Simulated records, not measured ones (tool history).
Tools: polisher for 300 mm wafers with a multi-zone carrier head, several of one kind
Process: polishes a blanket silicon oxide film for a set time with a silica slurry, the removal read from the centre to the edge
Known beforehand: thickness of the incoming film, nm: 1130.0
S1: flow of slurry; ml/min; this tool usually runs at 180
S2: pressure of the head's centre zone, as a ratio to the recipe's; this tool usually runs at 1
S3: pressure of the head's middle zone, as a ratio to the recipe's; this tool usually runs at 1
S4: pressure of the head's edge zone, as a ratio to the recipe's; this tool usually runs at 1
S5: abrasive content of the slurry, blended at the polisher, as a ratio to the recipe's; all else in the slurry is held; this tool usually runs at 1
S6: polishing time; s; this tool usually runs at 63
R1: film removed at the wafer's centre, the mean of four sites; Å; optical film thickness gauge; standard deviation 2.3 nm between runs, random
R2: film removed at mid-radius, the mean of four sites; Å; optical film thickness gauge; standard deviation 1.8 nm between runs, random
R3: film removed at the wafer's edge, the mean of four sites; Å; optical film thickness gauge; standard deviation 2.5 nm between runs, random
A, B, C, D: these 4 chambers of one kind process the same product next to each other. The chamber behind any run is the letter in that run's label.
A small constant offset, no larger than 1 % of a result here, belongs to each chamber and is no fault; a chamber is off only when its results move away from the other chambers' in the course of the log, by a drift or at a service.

{"run": "1B", "hour": 3.0, "S1": 180, "S2": 1, "S3": 1, "S4": 1, "S5": 1, "S6": 63, "R1": 2020.1, "R2": 2109.3, "R3": 2085.8}
{"run": "2C", "hour": 6.1, "S1": 180, "S2": 1, "S3": 1, "S4": 1, "S5": 1, "S6": 63, "R1": 2061.5, "R2": 2133.6, "R3": 2066.4}
{"run": "3D", "hour": 10.6, "S1": 180, "S2": 1, "S3": 1, "S4": 1, "S5": 1, "S6": 63, "R1": 2064.7, "R2": 2084.9, "R3": 2089.9}
{"run": "4A", "hour": 15.8, "S1": 180, "S2": 1, "S3": 1, "S4": 1, "S5": 1, "S6": 63, "R1": 2113, "R2": 2080.9, "R3": 2069.3}
{"run": "5B", "hour": 20.6, "S1": 180, "S2": 1, "S3": 1, "S4": 1, "S5": 1, "S6": 63, "R1": 2020.6, "R2": 2110.1, "R3": 2126.9}
{"run": "6C", "hour": 25.2, "S1": 180, "S2": 1, "S3": 1, "S4": 1, "S5": 1, "S6": 63, "R1": 2057.3, "R2": 2090.4, "R3": 2118.6}
{"hour": 27.2, "done": "chamber B: slurry nozzle cleaned"}
{"run": "7A", "hour": 29.6, "S1": 180, "S2": 1, "S3": 1, "S4": 1, "S5": 1, "S6": 63, "R1": 2054.6, "R2": 2066, "R3": 2095.9}
{"hour": 32.2, "done": "chamber D: worn pad replaced by a new one"}
{"run": "8D", "hour": 32.6, "S1": 180, "S2": 1, "S3": 1, "S4": 1, "S5": 1, "S6": 63, "R1": 2078, "R2": 2099.1, "R3": 2118.5}
{"run": "9A", "hour": 37.2, "S1": 180, "S2": 1, "S3": 1, "S4": 1, "S5": 1, "S6": 63, "R1": 2094.2, "R2": 2108.5, "R3": 2048.7}
{"run": "10B", "hour": 39.9, "S1": 180, "S2": 1, "S3": 1, "S4": 1, "S5": 1, "S6": 63, "R1": 2022.1, "R2": 2072, "R3": 2077.2}
{"run": "11C", "hour": 44.2, "S1": 180, "S2": 1, "S3": 1, "S4": 1, "S5": 1, "S6": 63, "R1": 2074.5, "R2": 2094.4, "R3": 2072.2}
{"run": "12D", "hour": 48.7, "S1": 180, "S2": 1, "S3": 1, "S4": 1, "S5": 1, "S6": 63, "R1": 2096.6, "R2": 2087.6, "R3": 2076.6}
{"hour": 51.8, "done": "chamber C: worn pad replaced by a new one"}
{"run": "13B", "hour": 53.8, "S1": 180, "S2": 1, "S3": 1, "S4": 1, "S5": 1, "S6": 63, "R1": 2002.6, "R2": 2022.5, "R3": 2010.4}
{"hour": 55.4, "done": "chamber A: worn pad replaced by a new one"}
{"run": "14C", "hour": 56.8, "S1": 180, "S2": 1, "S3": 1, "S4": 1, "S5": 1, "S6": 63, "R1": 2077.6, "R2": 2060.8, "R3": 2078.5}
{"run": "15A", "hour": 59.9, "S1": 180, "S2": 1, "S3": 1, "S4": 1, "S5": 1, "S6": 63, "R1": 2107.4, "R2": 2093.7, "R3": 2074.5}
{"run": "16D", "hour": 65.4, "S1": 180, "S2": 1, "S3": 1, "S4": 1, "S5": 1, "S6": 63, "R1": 2048.5, "R2": 2066.2, "R3": 2069}
{"run": "17B", "hour": 68.6, "S1": 180, "S2": 1, "S3": 1, "S4": 1, "S5": 1, "S6": 63, "R1": 2004.1, "R2": 2046.7, "R3": 1999.4}
{"run": "18C", "hour": 73.9, "S1": 180, "S2": 1, "S3": 1, "S4": 1, "S5": 1, "S6": 63, "R1": 2062.2, "R2": 2087.2, "R3": 2051.2}
{"run": "19A", "hour": 76.6, "S1": 180, "S2": 1, "S3": 0.93, "S4": 1, "S5": 0.75, "S6": 63, "R1": 1788.3, "R2": 1712.1, "R3": 1806.7}
{"run": "20D", "hour": 81.9, "S1": 180, "S2": 1, "S3": 0.93, "S4": 1, "S5": 0.75, "S6": 63, "R1": 1815.7, "R2": 1683.2, "R3": 1815.1}
{"run": "21A", "hour": 84.3, "S1": 180, "S2": 1, "S3": 0.93, "S4": 1, "S5": 0.75, "S6": 63, "R1": 1826, "R2": 1724.5, "R3": 1800.9}
{"run": "22D", "hour": 88.9, "S1": 180, "S2": 1, "S3": 0.93, "S4": 1, "S5": 0.75, "S6": 63, "R1": 1817.2, "R2": 1699.1, "R3": 1785.7}
{"run": "23B", "hour": 91.4, "S1": 180, "S2": 1, "S3": 1, "S4": 1, "S5": 1, "S6": 63, "R1": 1918, "R2": 1979.6, "R3": 1962.8}
{"run": "24C", "hour": 95.4, "S1": 180, "S2": 1, "S3": 1, "S4": 1, "S5": 1, "S6": 63, "R1": 2082, "R2": 2090, "R3": 2085.2}
{"run": "25B", "hour": 100.1, "S1": 180, "S2": 1, "S3": 1, "S4": 1, "S5": 1, "S6": 49, "R1": 1521.9, "R2": 1530.6, "R3": 1515.3}
{"run": "26C", "hour": 105.0, "S1": 180, "S2": 1, "S3": 1, "S4": 1, "S5": 1, "S6": 49, "R1": 1612.9, "R2": 1618.2, "R3": 1603.1}
{"run": "27D", "hour": 110.2, "S1": 180, "S2": 1, "S3": 1, "S4": 1, "S5": 1, "S6": 49, "R1": 1628.9, "R2": 1633.7, "R3": 1631}
{"run": "28A", "hour": 113.6, "S1": 180, "S2": 1, "S3": 1, "S4": 1, "S5": 1, "S6": 49, "R1": 1642.3, "R2": 1595.6, "R3": 1603}
{"run": "29A", "hour": 116.8, "S1": 180, "S2": 1, "S3": 1, "S4": 1, "S5": 1, "S6": 63, "R1": 2105.5, "R2": 2061.4, "R3": 2079.6}
{"run": "30D", "hour": 121.8, "S1": 180, "S2": 1, "S3": 1, "S4": 1, "S5": 1, "S6": 63, "R1": 2061.5, "R2": 2080.3, "R3": 2069}
{"hour": 122.1, "done": "chamber D: worn pad replaced by a new one"}
{"run": "31B", "hour": 124.6, "S1": 180, "S2": 1, "S3": 0.9, "S4": 1, "S5": 1, "S6": 63, "R1": 1877.7, "R2": 1773.4, "R3": 1909.2}
{"run": "32C", "hour": 128.3, "S1": 180, "S2": 1, "S3": 0.9, "S4": 1, "S5": 1, "S6": 63, "R1": 2111.8, "R2": 1928.6, "R3": 2052.4}
{"hour": 129.9, "done": "chamber C: worn pad replaced by a new one"}
{"run": "33A", "hour": 132.1, "S1": 180, "S2": 1, "S3": 0.9, "S4": 1, "S5": 1, "S6": 63, "R1": 2070.9, "R2": 1878.7, "R3": 2066.1}
{"run": "34C", "hour": 135.2, "S1": 180, "S2": 1, "S3": 0.9, "S4": 1, "S5": 1, "S6": 63, "R1": 2043.9, "R2": 1911.4, "R3": 2109.1}
{"run": "35B", "hour": 139.3, "S1": 180, "S2": 1, "S3": 1, "S4": 1, "S5": 1, "S6": 63, "R1": 1846.7, "R2": 1901.1, "R3": 1889.9}
{"run": "36D", "hour": 143.7, "S1": 180, "S2": 1, "S3": 1, "S4": 1, "S5": 1, "S6": 63, "R1": 2035.5, "R2": 2084, "R3": 2092.2}

All 4 chambers run these settings next. Forecast each chamber's results:
{"run": "37A", "hour": 147.6, "S1": 180, "S2": 1, "S3": 1, "S4": 1, "S5": 1, "S6": 63, "R1": "?", "R2": "?", "R3": "?"}
{"run": "37B", "hour": 147.6, "S1": 180, "S2": 1, "S3": 1, "S4": 1, "S5": 1, "S6": 63, "R1": "?", "R2": "?", "R3": "?"}
{"run": "37C", "hour": 147.6, "S1": 180, "S2": 1, "S3": 1, "S4": 1, "S5": 1, "S6": 63, "R1": "?", "R2": "?", "R3": "?"}
{"run": "37D", "hour": 147.6, "S1": 180, "S2": 1, "S3": 1, "S4": 1, "S5": 1, "S6": 63, "R1": "?", "R2": "?", "R3": "?"}

run=37A R1=2056.9 R2=2057.5 R3=2073.5
run=37B R1=1905.4 R2=1902.1 R3=1863.1
run=37C R1=2072.4 R2=2086.9 R3=2063.6
run=37D R1=2133.5 R2=2086.1 R3=2052.1
